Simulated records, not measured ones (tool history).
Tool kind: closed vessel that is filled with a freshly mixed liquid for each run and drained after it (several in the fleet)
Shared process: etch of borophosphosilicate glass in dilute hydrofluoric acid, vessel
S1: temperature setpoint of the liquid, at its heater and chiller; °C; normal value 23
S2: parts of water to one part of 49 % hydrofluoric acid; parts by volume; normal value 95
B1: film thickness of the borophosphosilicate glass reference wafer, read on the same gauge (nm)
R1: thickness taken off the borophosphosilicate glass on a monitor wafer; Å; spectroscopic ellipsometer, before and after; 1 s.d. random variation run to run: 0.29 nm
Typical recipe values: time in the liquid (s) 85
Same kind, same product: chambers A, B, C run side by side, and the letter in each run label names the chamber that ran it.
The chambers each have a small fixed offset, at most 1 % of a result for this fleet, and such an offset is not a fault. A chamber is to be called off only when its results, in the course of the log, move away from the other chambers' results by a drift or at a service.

Run 1C, hour 9: usual settings; B1 80.002. Result: R1 431.54 Å.
Run 2A, hour 16: usual settings; B1 80.003. Result: R1 432.67 Å.
Run 3B, hour 23.4: usual settings; B1 80.01. Result: R1 437.61 Å.
Run 4A, hour 34.2: usual settings; B1 79.984. Result: R1 427.83 Å.
Run 5B, hour 40.2: usual settings; B1 80.009. Result: R1 441.88 Å.
Run 6C, hour 50.3: usual settings; B1 80.016. Result: R1 436.43 Å.
Run 7C, hour 58.1: usual settings; B1 80.003. Result: R1 435.51 Å.
Run 8A, hour 68.9: usual settings; B1 80.013. Result: R1 424.77 Å.
At hour 72.7: chamber C: thermometer replaced.
Run 9B, hour 81.9: usual settings; B1 79.996. Result: R1 437.81 Å.
Run 10B, hour 91.9: usual settings; B1 79.995. Result: R1 440.99 Å.
Run 11C, hour 98.8: usual settings; B1 80.006. Result: R1 435.01 Å.
Run 12A, hour 111.2: usual settings; B1 79.986. Result: R1 419.72 Å.
Run 13A, hour 123.3: usual settings; B1 80.006. Result: R1 413.65 Å.
Run 14C, hour 133.9: usual settings; B1 80.023. Result: R1 436.01 Å.
Run 15B, hour 144: usual settings; B1 80.012. Result: R1 438.06 Å.
Run 16B, hour 150.1: usual settings; B1 80. Result: R1 440.3 Å.
Run 17A, hour 160.8: usual settings but S2 45 parts by volume; B1 80.015. Result: R1 903.29 Å.
Run 18C, hour 170.7: usual settings but S2 45 parts by volume; B1 80.005. Result: R1 995.99 Å.
Run 19C, hour 182.5: usual settings but S2 45 parts by volume; B1 79.994. Result: R1 993.1 Å.
Run 20A, hour 191.1: usual settings; B1 80.003. Result: R1 397.24 Å.
Run 21B, hour 203.2: usual settings; B1 79.985. Result: R1 437.24 Å.
Run 22B, hour 215.2: usual settings; B1 79.998. Result: R1 438.39 Å.

The same settings go to every chamber for the next run, one line per chamber below. Forecast the results for each:
Run 23A, hour 225.2: usual settings but S2 75 parts by volume. Result: R1 ?.
Run 23B, hour 225.2: usual settings but S2 75 parts by volume. Result: R1 ?.
Run 23C, hour 225.2: usual settings but S2 75 parts by volume. Result: R1 ?.

run      R1
23A  508.07
23B   567.3
23C  566.53
